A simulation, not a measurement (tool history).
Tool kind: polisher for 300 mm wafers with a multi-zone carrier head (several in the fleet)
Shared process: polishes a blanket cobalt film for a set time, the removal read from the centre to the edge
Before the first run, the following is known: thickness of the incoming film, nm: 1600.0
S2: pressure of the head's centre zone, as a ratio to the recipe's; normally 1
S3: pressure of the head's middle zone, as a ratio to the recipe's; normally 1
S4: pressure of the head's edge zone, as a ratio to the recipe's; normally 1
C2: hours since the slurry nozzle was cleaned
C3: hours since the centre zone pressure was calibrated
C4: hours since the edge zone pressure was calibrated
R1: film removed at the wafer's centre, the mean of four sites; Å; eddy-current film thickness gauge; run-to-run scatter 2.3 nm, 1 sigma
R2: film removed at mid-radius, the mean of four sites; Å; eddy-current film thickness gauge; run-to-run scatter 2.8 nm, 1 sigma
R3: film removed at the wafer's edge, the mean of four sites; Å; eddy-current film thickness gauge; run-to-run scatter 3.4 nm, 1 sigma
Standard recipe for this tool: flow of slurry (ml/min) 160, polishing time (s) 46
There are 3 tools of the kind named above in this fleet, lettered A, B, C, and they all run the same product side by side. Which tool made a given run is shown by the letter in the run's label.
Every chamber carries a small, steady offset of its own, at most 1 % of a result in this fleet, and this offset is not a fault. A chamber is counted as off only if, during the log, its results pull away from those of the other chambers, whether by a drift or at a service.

{"run": "1B", "day": 0.662, "flow of slurry (ml/min)": 160, "S2": 1, "S3": 1, "S4": 1, "polishing time (s)": 46, "wafers polished on this pad": 566, "C2": 602, "C3": 172, "C4": 168.9, "R1": 2273.3, "R2": 2296.1, "R3": 2361.2}
{"run": "2A", "day": 1.35, "flow of slurry (ml/min)": 160, "S2": 1, "S3": 1, "S4": 1, "polishing time (s)": 46, "wafers polished on this pad": 623, "C2": 425.5, "C3": 197.9, "C4": 1267.1, "R1": 2323.5, "R2": 2279.5, "R3": 2305.1}
{"day": 1.779, "done": "chamber C: worn pad replaced by a new one"}
{"run": "3C", "day": 1.967, "flow of slurry (ml/min)": 160, "S2": 1, "S3": 1, "S4": 1, "polishing time (s)": 46, "wafers polished on this pad": 54, "C2": 89.9, "C3": 450.8, "C4": 472.4, "R1": 2298.7, "R2": 2290.8, "R3": 2331.1}
{"run": "4C", "day": 2.612, "flow of slurry (ml/min)": 160, "S2": 1, "S3": 1, "S4": 1, "polishing time (s)": 46, "wafers polished on this pad": 242, "C2": 105.4, "C3": 466.3, "C4": 487.9, "R1": 2305, "R2": 2300.4, "R3": 2362}
{"day": 2.975, "done": "chamber A: worn pad replaced by a new one"}
{"run": "5B", "day": 3.0, "flow of slurry (ml/min)": 160, "S2": 1, "S3": 1, "S4": 1, "polishing time (s)": 57, "wafers polished on this pad": 1247, "C2": 658.1, "C3": 228.1, "C4": 225, "R1": 2861.6, "R2": 2765.5, "R3": 2874.6}
{"day": 3.033, "done": "chamber B: slurry nozzle cleaned"}
{"run": "6A", "day": 3.625, "flow of slurry (ml/min)": 160, "S2": 1, "S3": 1, "S4": 1, "polishing time (s)": 57, "wafers polished on this pad": 189, "C2": 480.1, "C3": 252.5, "C4": 1321.7, "R1": 2809.1, "R2": 2900.4, "R3": 2879.6}
{"run": "7C", "day": 4.3, "flow of slurry (ml/min)": 160, "S2": 1, "S3": 1, "S4": 1, "polishing time (s)": 57, "wafers polished on this pad": 734, "C2": 145.9, "C3": 506.8, "C4": 528.4, "R1": 2898.2, "R2": 2831, "R3": 2952.8}
{"run": "8A", "day": 4.95, "flow of slurry (ml/min)": 160, "S2": 1, "S3": 1, "S4": 1, "polishing time (s)": 46, "wafers polished on this pad": 575, "C2": 511.9, "C3": 284.3, "C4": 1353.5, "R1": 2325.9, "R2": 2344.2, "R3": 2322.8}
{"run": "9B", "day": 5.267, "flow of slurry (ml/min)": 160, "S2": 1, "S3": 1, "S4": 1, "polishing time (s)": 46, "wafers polished on this pad": 1907, "C2": 53.6, "C3": 282.5, "C4": 279.4, "R1": 2317.4, "R2": 2333.1, "R3": 2321.9}
{"run": "10C", "day": 5.825, "flow of slurry (ml/min)": 160, "S2": 1, "S3": 1, "S4": 1, "polishing time (s)": 46, "wafers polished on this pad": 1178, "C2": 182.5, "C3": 543.4, "C4": 565, "R1": 2284, "R2": 2258.7, "R3": 2317.8}
{"day": 5.842, "done": "chamber C: worn pad replaced by a new one"}
{"run": "11B", "day": 6.454, "flow of slurry (ml/min)": 160, "S2": 1, "S3": 1, "S4": 1, "polishing time (s)": 46, "wafers polished on this pad": 2253, "C2": 82.1, "C3": 311, "C4": 307.9, "R1": 2304.8, "R2": 2303.2, "R3": 2286.8}
{"run": "12A", "day": 6.958, "flow of slurry (ml/min)": 160, "S2": 1, "S3": 1, "S4": 1, "polishing time (s)": 46, "wafers polished on this pad": 1160, "C2": 560.1, "C3": 332.5, "C4": 1401.7, "R1": 2334.3, "R2": 2338.2, "R3": 2346}
{"run": "13C", "day": 7.271, "flow of slurry (ml/min)": 160, "S2": 1, "S3": 1, "S4": 1, "polishing time (s)": 46, "wafers polished on this pad": 416, "C2": 217.2, "C3": 578.1, "C4": 599.7, "R1": 2326.4, "R2": 2310.3, "R3": 2267}
{"day": 7.85, "done": "chamber A: worn pad replaced by a new one"}
{"run": "14A", "day": 7.854, "flow of slurry (ml/min)": 160, "S2": 1, "S3": 1, "S4": 1, "polishing time (s)": 46, "wafers polished on this pad": 1, "C2": 581.6, "C3": 354, "C4": 1423.2, "R1": 2288, "R2": 2318.5, "R3": 2228.7}
{"run": "15B", "day": 8.225, "flow of slurry (ml/min)": 160, "S2": 1, "S3": 1, "S4": 1, "polishing time (s)": 37, "wafers polished on this pad": 2768, "C2": 124.6, "C3": 353.5, "C4": 350.4, "R1": 1835.1, "R2": 1838.9, "R3": 1799.1}
{"run": "16B", "day": 8.833, "flow of slurry (ml/min)": 160, "S2": 1, "S3": 1, "S4": 1, "polishing time (s)": 37, "wafers polished on this pad": 2946, "C2": 139.2, "C3": 368.1, "C4": 365, "R1": 1845.9, "R2": 1812.4, "R3": 1800.4}
{"day": 9.204, "done": "chamber A: edge zone pressure recalibrated"}
{"run": "17C", "day": 9.396, "flow of slurry (ml/min)": 160, "S2": 1, "S3": 1, "S4": 1, "polishing time (s)": 37, "wafers polished on this pad": 1035, "C2": 268.2, "C3": 629.1, "C4": 650.7, "R1": 1876.3, "R2": 1851.6, "R3": 1850.7}
{"run": "18A", "day": 9.971, "flow of slurry (ml/min)": 160, "S2": 1, "S3": 1, "S4": 1, "polishing time (s)": 46, "wafers polished on this pad": 618, "C2": 632.4, "C3": 404.8, "C4": 18.5, "R1": 2276, "R2": 2308.3, "R3": 2296.4}
{"day": 10.038, "done": "chamber C: worn pad replaced by a new one"}
{"run": "19A", "day": 10.508, "flow of slurry (ml/min)": 160, "S2": 1, "S3": 1, "S4": 1, "polishing time (s)": 46, "wafers polished on this pad": 774, "C2": 645.3, "C3": 417.7, "C4": 31.4, "R1": 2294.3, "R2": 2310.5, "R3": 2275.8}
{"run": "20C", "day": 11.033, "flow of slurry (ml/min)": 160, "S2": 1, "S3": 1, "S4": 1, "polishing time (s)": 46, "wafers polished on this pad": 290, "C2": 307.5, "C3": 668.4, "C4": 690, "R1": 2313.6, "R2": 2300.5, "R3": 2336.4}
{"run": "21B", "day": 11.517, "flow of slurry (ml/min)": 160, "S2": 1, "S3": 1, "S4": 1, "polishing time (s)": 46, "wafers polished on this pad": 3727, "C2": 203.6, "C3": 432.5, "C4": 429.4, "R1": 2232, "R2": 2227.6, "R3": 2197.6}
{"day": 12.004, "done": "chamber C: centre zone pressure recalibrated"}
{"run": "22B", "day": 12.075, "flow of slurry (ml/min)": 160, "S2": 1.05, "S3": 1, "S4": 0.9, "polishing time (s)": 46, "wafers polished on this pad": 3890, "C2": 217, "C3": 445.9, "C4": 442.8, "R1": 2314.4, "R2": 2177.7, "R3": 2087.2}
{"day": 12.533, "done": "chamber A: worn pad replaced by a new one"}
{"run": "23A", "day": 12.65, "flow of slurry (ml/min)": 160, "S2": 1.05, "S3": 1, "S4": 0.9, "polishing time (s)": 46, "wafers polished on this pad": 34, "C2": 696.7, "C3": 469.1, "C4": 82.8, "R1": 2433.6, "R2": 2308.4, "R3": 2215}
{"run": "24C", "day": 13.054, "flow of slurry (ml/min)": 160, "S2": 1.05, "S3": 1, "S4": 0.9, "polishing time (s)": 46, "wafers polished on this pad": 879, "C2": 356, "C3": 25.3, "C4": 738.5, "R1": 2423.8, "R2": 2304.7, "R3": 2197.8}
{"run": "25B", "day": 13.688, "flow of slurry (ml/min)": 160, "S2": 0.96, "S3": 1, "S4": 1, "polishing time (s)": 58, "wafers polished on this pad": 4359, "C2": 255.7, "C3": 484.6, "C4": 481.5, "R1": 2610.3, "R2": 2687.9, "R3": 2721.7}
{"day": 14.121, "done": "chamber C: worn pad replaced by a new one"}
{"run": "26C", "day": 14.35, "flow of slurry (ml/min)": 160, "S2": 0.96, "S3": 1, "S4": 1, "polishing time (s)": 58, "wafers polished on this pad": 67, "C2": 387.1, "C3": 56.4, "C4": 769.6, "R1": 2794.4, "R2": 2850.7, "R3": 2949.7}
{"run": "27A", "day": 15.008, "flow of slurry (ml/min)": 160, "S2": 0.96, "S3": 1, "S4": 1, "polishing time (s)": 58, "wafers polished on this pad": 721, "C2": 753.3, "C3": 525.7, "C4": 139.4, "R1": 2786.2, "R2": 2902.4, "R3": 2889.1}
{"day": 15.529, "done": "chamber A: slurry nozzle cleaned"}
{"run": "28A", "day": 15.633, "flow of slurry (ml/min)": 160, "S2": 1, "S3": 1, "S4": 1, "polishing time (s)": 46, "wafers polished on this pad": 903, "C2": 2.6, "C3": 540.7, "C4": 154.4, "R1": 2363.8, "R2": 2259.3, "R3": 2312.3}

The same settings go to every chamber for the next run, one line per chamber below. Forecast the results for each:
{"run": "29A", "day": 16.125, "flow of slurry (ml/min)": 160, "S2": 1, "S3": 1, "S4": 1, "polishing time (s)": 39, "R1": "?", "R2": "?", "R3": "?"}
{"run": "29B", "day": 16.125, "flow of slurry (ml/min)": 160, "S2": 1, "S3": 1, "S4": 1, "polishing time (s)": 39, "R1": "?", "R2": "?", "R3": "?"}
{"run": "29C", "day": 16.125, "flow of slurry (ml/min)": 160, "S2": 1, "S3": 1, "S4": 1, "polishing time (s)": 39, "R1": "?", "R2": "?", "R3": "?"}

run=29A R1=1967 R2=1958.4 R3=1986.3
run=29B R1=1811.9 R2=1823.1 R3=1790.7
run=29C R1=1960.5 R2=1974.7 R3=2003.7
